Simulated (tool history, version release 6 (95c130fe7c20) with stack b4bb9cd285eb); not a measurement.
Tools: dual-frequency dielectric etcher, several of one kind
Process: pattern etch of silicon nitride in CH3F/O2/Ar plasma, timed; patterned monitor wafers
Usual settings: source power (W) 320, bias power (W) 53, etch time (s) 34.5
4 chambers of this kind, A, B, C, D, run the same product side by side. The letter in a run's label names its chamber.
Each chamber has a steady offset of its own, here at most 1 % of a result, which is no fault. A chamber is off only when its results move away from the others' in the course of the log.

| run | hour | source power (W) | bias power (W) | etch time (s) | hours since the last wet clean | hours since the last source power generator calibration | hours since the last bias power generator calibration | read-back reference wafer on the same gauge, depth_nm | mean etch depth across the wafer (nm) |
|---|---|---|---|---|---|---|---|---|---|
| 1A | 4.6 | 320 | 53 | 34.5 | 14.8 | 2986.9 | 12.7 | 22.227 | 20.113 |
| 2B | 10.6 | 320 | 53 | 34.5 | 59.3 | 2233.8 | 4267.3 | 22.216 | 20.134 |
| 3D | 18 | 320 | 53 | 34.5 | 462.5 | 4060.6 | 783.1 | 22.236 | 20.14 |
| 4C | 24.7 | 320 | 53 | 34.5 | 24.9 | 604.6 | 171.1 | 22.204 | 19.875 |
| 5B | 30.5 | 320 | 53 | 34.5 | 79.2 | 2253.7 | 4287.2 | 22.207 | 20.233 |
| 6D | 35.2 | 320 | 53 | 34.5 | 479.7 | 4077.8 | 800.3 | 22.196 | 20.237 |
| 7A | 40.1 | 320 | 60 | 34.5 | 50.3 | 3022.4 | 48.2 | 22.2 | 20.968 |
| 8C | 47.5 | 320 | 60 | 34.5 | 47.7 | 627.4 | 193.9 | 22.194 | 20.784 |
| 9A | 54.4 | 320 | 60 | 34.5 | 64.6 | 3036.7 | 62.5 | 22.204 | 20.927 |
| 10C | 57.9 | 320 | 60 | 34.5 | 58.1 | 637.8 | 204.3 | 22.203 | 20.89 |
| 11B | 62.6 | 320 | 53 | 34.5 | 111.3 | 2285.8 | 4319.3 | 22.185 | 19.995 |
| 12D | 66.8 | 320 | 53 | 34.5 | 511.3 | 4109.4 | 831.9 | 22.202 | 20.291 |
| 13D | 73.6 | 320 | 53 | 34.5 | 518.1 | 4116.2 | 838.7 | 22.191 | 20.151 |
| 14A | 80 | 320 | 53 | 34.5 | 90.2 | 3062.3 | 88.1 | 22.187 | 20.053 |
| 15B | 87.2 | 320 | 53 | 34.5 | 135.9 | 2310.4 | 4343.9 | 22.22 | 20.036 |
| 16C | 92.7 | 320 | 53 | 34.5 | 92.9 | 672.6 | 239.1 | 22.193 | 20.013 |
| 17A | 98 | 320 | 53 | 34.5 | 108.2 | 3080.3 | 106.1 | 22.195 | 20.056 |
| 18D | 102 | 290 | 53 | 30 | 546.5 | 4144.6 | 867.1 | 22.186 | 16.846 |
| 19B | 105.6 | 290 | 53 | 30 | 154.3 | 2328.8 | 4362.3 | 22.177 | 16.941 |
| 20C | 113.6 | 290 | 53 | 30 | 113.8 | 693.5 | 260 | 22.219 | 16.655 |
| 21D | 118.4 | 290 | 53 | 30 | 562.9 | 4161 | 883.5 | 22.199 | 16.802 |
| 22C | 124.6 | 320 | 53 | 34.5 | 124.8 | 704.5 | 271 | 22.209 | 19.987 |
| 23B | 130.7 | 250 | 43 | 34.5 | 179.4 | 2353.9 | 4387.4 | 22.208 | 17.129 |
| 24A | 135.9 | 250 | 43 | 34.5 | 146.1 | 3118.2 | 144 | 22.192 | 17.025 |
| 25D | 143.5 | 250 | 43 | 34.5 | 588 | 4186.1 | 908.6 | 22.213 | 17.061 |
|  | 146.9 | chamber D: wet clean of the chamber |
| 26C | 149.2 | 250 | 43 | 34.5 | 149.4 | 729.1 | 295.6 | 22.207 | 16.913 |
| 27B | 154.2 | 320 | 53 | 34.5 | 202.9 | 2377.4 | 4410.9 | 22.192 | 19.97 |
| 28A | 162.2 | 320 | 53 | 34.5 | 172.4 | 3144.5 | 170.3 | 22.202 | 20.021 |
| 29D | 169.4 | 390 | 53 | 34.5 | 22.6 | 4212 | 934.5 | 22.211 | 20.833 |
| 30A | 176.6 | 390 | 53 | 34.5 | 186.8 | 3158.9 | 184.7 | 22.19 | 21.697 |
| 31B | 180.7 | 390 | 53 | 34.5 | 229.4 | 2403.9 | 4437.4 | 22.21 | 21.732 |
| 32C | 186.2 | 390 | 53 | 34.5 | 186.4 | 766.1 | 332.6 | 22.209 | 21.52 |
| 33D | 193.4 | 320 | 53 | 34.5 | 46.6 | 4236 | 958.5 | 22.188 | 19.188 |
| 34B | 199 | 320 | 53 | 42.5 | 247.7 | 2422.2 | 4455.7 | 22.209 | 24.668 |
|  | 202.4 | chamber D: source power generator calibrated |
| 35C | 206.2 | 320 | 53 | 42.5 | 206.4 | 786.1 | 352.6 | 22.218 | 24.57 |
| 36A | 213 | 320 | 53 | 42.5 | 223.2 | 3195.3 | 221.1 | 22.228 | 24.726 |
| 37C | 220.5 | 320 | 53 | 42.5 | 220.7 | 800.4 | 366.9 | 22.159 | 24.651 |
| 38B | 228.2 | 320 | 53 | 34.5 | 276.9 | 2451.4 | 4484.9 | 22.199 | 20.038 |
| 39A | 234.1 | 320 | 53 | 34.5 | 244.3 | 3216.4 | 242.2 | 22.224 | 20.026 |
| 40D | 241.4 | 320 | 53 | 34.5 | 94.6 | 39.1 | 1006.5 | 22.185 | 19.138 |
| 41C | 247.7 | 320 | 53 | 34.5 | 247.9 | 827.6 | 394.1 | 22.199 | 19.888 |
| 42B | 255.1 | 320 | 53 | 34.5 | 303.8 | 2478.3 | 4511.8 | 22.185 | 20.058 |
| 43D | 261.8 | 320 | 53 | 34.5 | 115 | 59.5 | 1026.9 | 22.212 | 19.323 |
| 44A | 265.6 | 320 | 53 | 34.5 | 275.8 | 3247.9 | 273.7 | 22.209 | 20.111 |

All 4 chambers run these settings next. Forecast each chamber's results:
| 45A | 271.4 | 320 | 45 | 34.5 |  |  |  |  | ? |
| 45B | 271.4 | 320 | 45 | 34.5 |  |  |  |  | ? |
| 45C | 271.4 | 320 | 45 | 34.5 |  |  |  |  | ? |
| 45D | 271.4 | 320 | 45 | 34.5 |  |  |  |  | ? |

| run | mean etch depth across the wafer (nm) |
|---|---|
| 45A | 19.054 |
| 45B | 19.118 |
| 45C | 18.903 |
| 45D | 18.198 |
